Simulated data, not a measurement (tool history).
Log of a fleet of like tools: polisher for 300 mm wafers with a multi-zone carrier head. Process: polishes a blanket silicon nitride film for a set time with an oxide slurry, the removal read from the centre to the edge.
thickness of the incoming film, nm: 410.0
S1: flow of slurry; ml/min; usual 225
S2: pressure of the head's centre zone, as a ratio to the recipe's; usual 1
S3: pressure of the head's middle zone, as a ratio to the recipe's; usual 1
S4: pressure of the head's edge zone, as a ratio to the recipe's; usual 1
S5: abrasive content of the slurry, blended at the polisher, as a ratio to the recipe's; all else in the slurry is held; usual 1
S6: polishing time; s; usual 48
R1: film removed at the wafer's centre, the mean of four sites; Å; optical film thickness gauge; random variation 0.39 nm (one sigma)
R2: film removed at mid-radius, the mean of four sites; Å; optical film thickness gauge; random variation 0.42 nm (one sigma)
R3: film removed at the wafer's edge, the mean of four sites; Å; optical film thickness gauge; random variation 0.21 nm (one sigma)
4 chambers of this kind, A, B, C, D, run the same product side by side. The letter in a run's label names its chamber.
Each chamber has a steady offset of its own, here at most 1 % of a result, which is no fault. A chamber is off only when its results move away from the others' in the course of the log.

-- day=0.371 chamber B: worn pad replaced by a new one
run 1B day=0.462 | S1=225 S2=1 S3=1 S4=1 S5=1 S6=48 | R1=327.97 R2=328.56 R3=334.44
run 2A day=1.033 | S1=225 S2=1 S3=1 S4=1 S5=1 S6=48 | R1=334.26 R2=328.3 R3=333
-- day=1.442 chamber A: worn pad replaced by a new one
run 3D day=1.458 | S1=225 S2=1 S3=1 S4=1 S5=1 S6=48 | R1=335.66 R2=336.54 R3=333.46
run 4C day=1.892 | S1=225 S2=1 S3=1 S4=1 S5=1 S6=48 | R1=332.85 R2=330.5 R3=333.7
run 5C day=2.35 | S1=225 S2=1 S3=1 S4=1.06 S5=1 S6=48 | R1=332.45 R2=326.68 R3=343.35
run 6D day=2.908 | S1=225 S2=1 S3=1 S4=1.06 S5=1 S6=48 | R1=334.61 R2=335.07 R3=346.49
-- day=3 chamber A: edge zone pressure recalibrated
run 7A day=3.354 | S1=225 S2=1 S3=1 S4=1.06 S5=1 S6=48 | R1=329.74 R2=338.99 R3=341.89
run 8B day=3.883 | S1=225 S2=1 S3=1 S4=1.06 S5=1 S6=48 | R1=333.6 R2=336.68 R3=347.13
-- day=4.096 chamber D: worn pad replaced by a new one
run 9A day=4.204 | S1=225 S2=1 S3=1 S4=1 S5=1 S6=48 | R1=331.87 R2=332.23 R3=330.27
run 10D day=4.604 | S1=225 S2=1 S3=1 S4=1 S5=1 S6=48 | R1=342.41 R2=332.81 R3=331.23
run 11C day=5.129 | S1=225 S2=1 S3=1 S4=1 S5=1 S6=48 | R1=331.36 R2=329.07 R3=335.47
run 12B day=5.429 | S1=225 S2=1 S3=1 S4=1 S5=1 S6=48 | R1=333.92 R2=339.64 R3=331.85
-- day=5.817 chamber C: worn pad replaced by a new one
run 13D day=5.888 | S1=225 S2=1 S3=1 S4=1 S5=1 S6=48 | R1=336.9 R2=338.05 R3=331.54
-- day=6.021 chamber A: worn pad replaced by a new one
-- day=6.271 chamber C: slurry nozzle cleaned
run 14C day=6.533 | S1=225 S2=1 S3=1 S4=1 S5=1 S6=48 | R1=332.35 R2=330.26 R3=336.16
-- day=7.033 chamber A: slurry nozzle cleaned
run 15A day=7.142 | S1=225 S2=1 S3=1 S4=1 S5=1 S6=48 | R1=333.99 R2=333.91 R3=335.41
run 16B day=7.546 | S1=225 S2=1 S3=1 S4=1 S5=1 S6=48 | R1=333.08 R2=325.59 R3=333.95
run 17D day=8.017 | S1=225 S2=1 S3=1 S4=1 S5=1 S6=48 | R1=332.72 R2=328.26 R3=331.35
run 18C day=8.308 | S1=225 S2=1 S3=1.04 S4=1 S5=1 S6=48 | R1=327.57 R2=348.89 R3=330.91
-- day=8.442 chamber B: worn pad replaced by a new one
-- day=8.554 chamber D: worn pad replaced by a new one
run 19B day=8.946 | S1=225 S2=1 S3=1.04 S4=1 S5=1 S6=48 | R1=332.6 R2=344.36 R3=333.82
run 20A day=9.475 | S1=225 S2=1 S3=1.04 S4=1 S5=1 S6=48 | R1=331.89 R2=358.65 R3=332.59
run 21D day=10.117 | S1=225 S2=1 S3=1.04 S4=1 S5=1 S6=48 | R1=344.46 R2=335.97 R3=333.38
run 22B day=10.583 | S1=225 S2=1 S3=1 S4=1 S5=1 S6=48 | R1=333.09 R2=340.32 R3=333.86
-- day=10.858 chamber A: worn pad replaced by a new one
-- day=10.933 chamber D: centre zone pressure recalibrated
run 23C day=11.192 | S1=225 S2=1 S3=1 S4=1 S5=1 S6=48 | R1=334.15 R2=325.85 R3=334.76
run 24A day=11.575 | S1=225 S2=1 S3=1 S4=1 S5=1 S6=48 | R1=339.48 R2=335.64 R3=330.19
run 25C day=12.071 | S1=225 S2=1 S3=1 S4=1 S5=1 S6=48 | R1=334.38 R2=343.82 R3=332.98
-- day=12.175 chamber C: worn pad replaced by a new one
-- day=12.525 chamber C: centre zone pressure recalibrated
-- day=12.533 chamber D: worn pad replaced by a new one
run 26B day=12.65 | S1=225 S2=1 S3=1 S4=1 S5=1 S6=48 | R1=327.17 R2=333 R3=331.47
run 27A day=13.221 | S1=225 S2=1 S3=1 S4=1 S5=1 S6=48 | R1=338.91 R2=336.58 R3=333.24
run 28D day=13.704 | S1=300 S2=1 S3=1 S4=1 S5=1 S6=57 | R1=406.47 R2=410.14 R3=405.15
run 29A day=14.108 | S1=300 S2=1 S3=1 S4=1 S5=1 S6=57 | R1=398.79 R2=415.28 R3=398.55
run 30D day=14.458 | S1=300 S2=1 S3=1 S4=1 S5=1 S6=57 | R1=418.68 R2=407.76 R3=406.51
-- day=14.588 chamber B: worn pad replaced by a new one
-- day=14.904 chamber C: slurry nozzle cleaned
run 31B day=14.992 | S1=300 S2=1 S3=1 S4=1 S5=1 S6=57 | R1=409.5 R2=409.48 R3=408.74
-- day=15.088 chamber B: slurry nozzle cleaned
-- day=15.408 chamber A: worn pad replaced by a new one
run 32C day=15.508 | S1=225 S2=1 S3=1 S4=1 S5=1 S6=48 | R1=365.36 R2=328.96 R3=329.52
run 33B day=16.042 | S1=225 S2=1 S3=1 S4=1 S5=1 S6=48 | R1=333.6 R2=333.72 R3=335.16
-- day=16.158 chamber D: worn pad replaced by a new one
run 34D day=16.542 | S1=225 S2=1 S3=1.06 S4=1 S5=1 S6=48 | R1=337.95 R2=353.74 R3=334.64
run 35A day=17.188 | S1=225 S2=1 S3=1.06 S4=1 S5=1 S6=48 | R1=333.33 R2=353.88 R3=330.43
-- day=17.488 chamber D: edge zone pressure recalibrated
run 36C day=17.725 | S1=225 S2=1 S3=1.06 S4=1 S5=1 S6=48 | R1=369.49 R2=347.62 R3=333.31
-- day=18.183 chamber B: edge zone pressure recalibrated
run 37B day=18.288 | S1=225 S2=1 S3=1.06 S4=1 S5=1 S6=48 | R1=329.99 R2=354.62 R3=333.39
run 38D day=18.954 | S1=225 S2=1 S3=1 S4=1 S5=1 S6=48 | R1=340.54 R2=330.3 R3=330.57
-- day=19.288 chamber C: worn pad replaced by a new one
run 39C day=19.45 | S1=225 S2=1 S3=1 S4=1 S5=1 S6=48 | R1=375.03 R2=331.93 R3=334.59
run 40A day=20.038 | S1=225 S2=1 S3=1 S4=1 S5=1 S6=48 | R1=325.97 R2=340.35 R3=329.47
-- day=20.321 chamber A: worn pad replaced by a new one
run 41B day=20.529 | S1=225 S2=1 S3=1 S4=1 S5=1 S6=48 | R1=326.33 R2=325.66 R3=335
run 42A day=21.183 | S1=225 S2=1 S3=1 S4=1 S5=1 S6=48 | R1=331.19 R2=336.12 R3=330.29

What goes on in this fleet: one chamber off, a drifting gauge, or nothing beyond the chambers' own small offsets? Name the chamber and the cause, if any.

A service left chamber C off against the others.
Cause: centre zone's pressure above its setpoint, % = 11.2.

Here are 4 candidates for chamber C's next run, each the usual settings with a change, their results left as question marks. Which one brings its results back in line with what the others give on the usual settings?
In line means no further than this from the other chambers' mean on the usual settings: R1 13 Å; R2 15 Å; R3 7.1 Å
run 43C-1 day=21.671 | S1=225 S2=1.03 S3=0.99 S4=0.99 S5=1 S6=48 | R1=? R2=? R3=?
run 43C-2 day=21.671 | S1=230 S2=1.08 S3=0.97 S4=0.97 S5=1 S6=49 | R1=? R2=? R3=?
run 43C-3 day=21.671 | S1=220 S2=0.92 S3=1.03 S4=1.03 S5=1 S6=47 | R1=? R2=? R3=?
run 43C-4 day=21.671 | S1=225 S2=0.97 S3=1.01 S4=1.01 S5=1 S6=48 | R1=? R2=? R3=?

The other chambers' mean on the usual settings: R1 333.14 Å; R2 334.14 Å; R3 332.08 Å
run=43C-1 R1=384.42 R2=330.04 R3=332.35
run=43C-2 R1=414.07 R2=331.49 R3=336.42
run=43C-3 R1=332.31 R2=334.4 R3=331.49
run=43C-4 R1=360.45 R2=336.28 R3=335.82
43C-3 brings the chamber back in line.
